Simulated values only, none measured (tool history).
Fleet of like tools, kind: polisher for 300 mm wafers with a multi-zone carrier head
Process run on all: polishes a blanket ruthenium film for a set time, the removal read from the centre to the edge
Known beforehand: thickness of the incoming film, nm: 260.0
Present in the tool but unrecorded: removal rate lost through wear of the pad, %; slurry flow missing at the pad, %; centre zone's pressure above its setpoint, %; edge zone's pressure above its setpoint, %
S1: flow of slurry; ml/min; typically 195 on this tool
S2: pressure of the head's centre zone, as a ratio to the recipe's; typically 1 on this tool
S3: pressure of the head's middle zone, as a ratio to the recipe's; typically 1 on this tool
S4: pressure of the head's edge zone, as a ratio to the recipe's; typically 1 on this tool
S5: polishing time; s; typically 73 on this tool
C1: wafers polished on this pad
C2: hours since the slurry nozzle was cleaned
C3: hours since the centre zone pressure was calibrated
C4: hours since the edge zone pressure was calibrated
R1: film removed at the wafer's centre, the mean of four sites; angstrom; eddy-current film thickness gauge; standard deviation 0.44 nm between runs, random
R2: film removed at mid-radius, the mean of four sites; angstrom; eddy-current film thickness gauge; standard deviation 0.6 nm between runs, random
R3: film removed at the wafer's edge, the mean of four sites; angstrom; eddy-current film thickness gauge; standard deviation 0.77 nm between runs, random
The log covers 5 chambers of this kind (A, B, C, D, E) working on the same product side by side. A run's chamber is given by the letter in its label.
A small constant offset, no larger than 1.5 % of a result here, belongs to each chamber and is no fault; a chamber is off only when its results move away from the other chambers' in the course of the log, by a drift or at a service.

run	hour	S1	S2	S3	S4	S5	C1	C2	C3	C4	R1	R2	R3
1A	5.6	195	1	1	1	73	612	255.9	944.4	510.3	697.08	685.16	686.34
# hour 5.9: chamber B: worn pad replaced by a new one
# hour 9.4: chamber D: worn pad replaced by a new one
2E	11	195	1	1	1	73	554	591.1	384.9	268.6	691.9	697.75	694.77
3B	14.5	195	1	1	1	73	87	252.8	209.6	323.1	684.16	690.25	680.15
4D	20.2	195	1	1	1	73	109	276.2	626.9	203.9	683.27	690.5	685.83
# hour 22.6: chamber E: slurry nozzle cleaned
5C	23.4	195	1	1	1	73	272	459.9	159.9	313.4	692.75	697.28	691.36
6A	27.9	195	1	1	1	73	838	278.2	966.7	532.6	699.8	688.98	691.63
7B	34.7	195	1.08	1	1	48	292	273	229.8	343.3	497.8	450.24	458.6
8C	40.3	195	1.08	1	1	48	443	476.8	176.8	330.3	493.44	459.75	447.87
9D	43.3	195	1.08	1	1	48	343	299.3	650	227	490.47	453.3	444.63
# hour 47: chamber E: worn pad replaced by a new one
10E	47.3	195	1.08	1	1	48	3	24.8	421.2	304.9	497.83	447.55	454.54
11E	50.5	195	1.08	1	1	48	36	28	424.4	308.1	492.45	449.07	464.12
# hour 56.6: chamber B: worn pad replaced by a new one
12A	56.9	195	1	1	1	73	1131	307.2	995.7	561.6	696.53	693.78	690.9
# hour 60: chamber A: worn pad replaced by a new one
# hour 60.8: chamber A: centre zone pressure recalibrated
13C	62.7	195	1	1	0.96	53	669	499.2	199.2	352.7	503.28	507.12	488.35
14B	65.7	195	1	1	0.96	53	92	304	260.8	374.3	497.26	501.32	492.04
15D	70.4	195	1	1	0.96	53	617	326.4	677.1	254.1	498.37	504.78	484.02
# hour 74.4: chamber B: slurry nozzle cleaned
16D	74.9	195	1	1	0.96	53	663	330.9	681.6	258.6	496.25	500.06	490.09
17E	81.4	195	1	1	0.96	53	348	58.9	455.3	339	506.59	492.52	500.09
18A	85.9	195	1	1	1	73	262	336.2	25.2	590.6	750.27	685.85	695.7
19C	88.9	195	1	1	1	73	934	525.4	225.4	378.9	688.06	690.6	679.79
20B	92.2	195	1	1	1	73	359	17.8	287.3	400.8	691.47	695.76	695.23
21A	96.2	195	1	1	1	73	366	346.5	35.5	600.9	759.03	696.9	689.21
# hour 97.4: chamber C: worn pad replaced by a new one
# hour 98.7: chamber D: centre zone pressure recalibrated
22D	102.3	195	1	1	1	73	940	358.3	3.6	286	691.13	687.65	681.01
# hour 102.8: chamber B: worn pad replaced by a new one
23C	105.8	250	0.93	1	1	73	85	542.3	242.3	395.8	653.21	720.29	722.03
24E	112.2	250	0.93	1	1	73	660	89.7	486.1	369.8	662.27	697.34	713.3
25B	119.1	250	0.93	1	1	73	165	44.7	314.2	427.7	651.71	711.85	716.4
26E	122.6	250	0.93	1	1	73	765	100.1	496.5	380.2	671.13	706.49	698.04
27B	127	250	0.93	1	1	73	245	52.6	322.1	435.6	658.47	713.17	709.41
# hour 127.9: chamber D: worn pad replaced by a new one
28C	131.1	195	1	1	1	73	341	567.6	267.6	421.1	685.39	676.84	680.01
29A	137.9	195	1	1	1	73	788	388.2	77.2	642.6	764.02	687.38	705.47
30D	143.2	165	1	1	1	73	155	399.2	44.5	326.9	670.36	677.47	682
31C	147.4	165	1	1	1	73	506	583.9	283.9	437.4	664.41	678.06	678.93

Predict what each chamber gives when all 5 of them run the settings below next.
32A	152.3	195	1	1	1	87					?	?	?
32B	152.3	195	1	1	1	87					?	?	?
32C	152.3	195	1	1	1	87					?	?	?
32D	152.3	195	1	1	1	87					?	?	?
32E	152.3	195	1	1	1	87					?	?	?

run	R1	R2	R3
32A	906.78	812.83	820.04
32B	816.35	821.82	833.46
32C	818.35	822.94	817.33
32D	817.1	827.59	814.73
32E	830.7	815.44	830.25
